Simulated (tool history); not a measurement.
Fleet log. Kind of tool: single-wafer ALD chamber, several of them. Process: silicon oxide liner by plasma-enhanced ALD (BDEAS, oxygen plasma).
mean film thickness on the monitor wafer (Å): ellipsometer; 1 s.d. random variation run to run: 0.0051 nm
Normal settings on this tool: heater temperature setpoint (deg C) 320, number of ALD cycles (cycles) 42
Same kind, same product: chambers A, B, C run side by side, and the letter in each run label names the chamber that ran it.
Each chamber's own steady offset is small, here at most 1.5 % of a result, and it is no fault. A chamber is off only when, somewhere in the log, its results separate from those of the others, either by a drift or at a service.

run    day  heater temperature setpoint (deg C)  number of ALD cycles (cycles)  hours since the last thermocouple change  read-back reference wafer on the same gauge, thickness_nm  mean film thickness on the monitor wafer (Å)
 1C  0.171                                  320                             42                                     529.8                                                     3.6088                                        38.250
 2B  0.258                                  320                             42                                    1211.8                                                     3.6086                                        38.384
 3A  0.429                                  320                             42                                     873.8                                                     3.6072                                        37.494
 4A  0.558                                  320                             42                                     876.9                                                     3.6076                                        37.494
 5B  0.671                                  320                             42                                    1221.7                                                     3.6053                                        38.338
 6C  0.808                                  313                             42                                     545.1                                                     3.6057                                        38.577
 7B  0.896                                  313                             42                                    1227.1                                                     3.6052                                        38.751
 8A  0.992                                  313                             42                                     887.3                                                     3.6035                                        37.905
 9C  1.100                                  320                             42                                     552.1                                                     3.6035                                        38.216
10B  1.238                                  320                             42                                    1235.3                                                     3.6035                                        38.335
11A  1.338                                  320                             50                                     895.6                                                     3.6030                                        44.451
12C  1.442                                  320                             50                                     560.3                                                     3.6010                                        45.647
13B  1.588                                  320                             50                                    1243.7                                                     3.6010                                        45.539
14C  1.679                                  320                             42                                     566.0                                                     3.6002                                        38.288
15A  1.871                                  320                             42                                     908.4                                                     3.5988                                        37.380
16A  1.983                                  320                             47                                     911.1                                                     3.5986                                        41.756
17C  2.183                                  320                             47                                     578.1                                                     3.5984                                        42.752
18B  2.354                                  320                             47                                    1262.1                                                     3.5969                                        42.784
19C  2.529                                  328                             42                                     586.4                                                     3.5947                                        37.671
20B  2.654                                  328                             42                                    1269.3                                                     3.5940                                        37.816
21A  2.825                                  328                             42                                     931.3                                                     3.5934                                        36.873
22C  2.983                                  320                             42                                     597.3                                                     3.5926                                        38.092
23A  3.133                                  320                             42                                     938.7                                                     3.5946                                        37.305
24B  3.242                                  320                             42                                    1283.4                                                     3.5919                                        38.127
25B  3.350                                  320                             42                                    1286.0                                                     3.5909                                        38.165
26C  3.488                                  320                             42                                     609.4                                                     3.5897                                        38.204

Is one chamber out of step, is the gauge drifting, or do the chambers differ by no more than their own small offsets? For an off chamber, give its letter and the likeliest cause.

The gauge drifts, so all chambers seem to drift together. No chamber is off.
Cause: gauge reads low (%) = 0.56.

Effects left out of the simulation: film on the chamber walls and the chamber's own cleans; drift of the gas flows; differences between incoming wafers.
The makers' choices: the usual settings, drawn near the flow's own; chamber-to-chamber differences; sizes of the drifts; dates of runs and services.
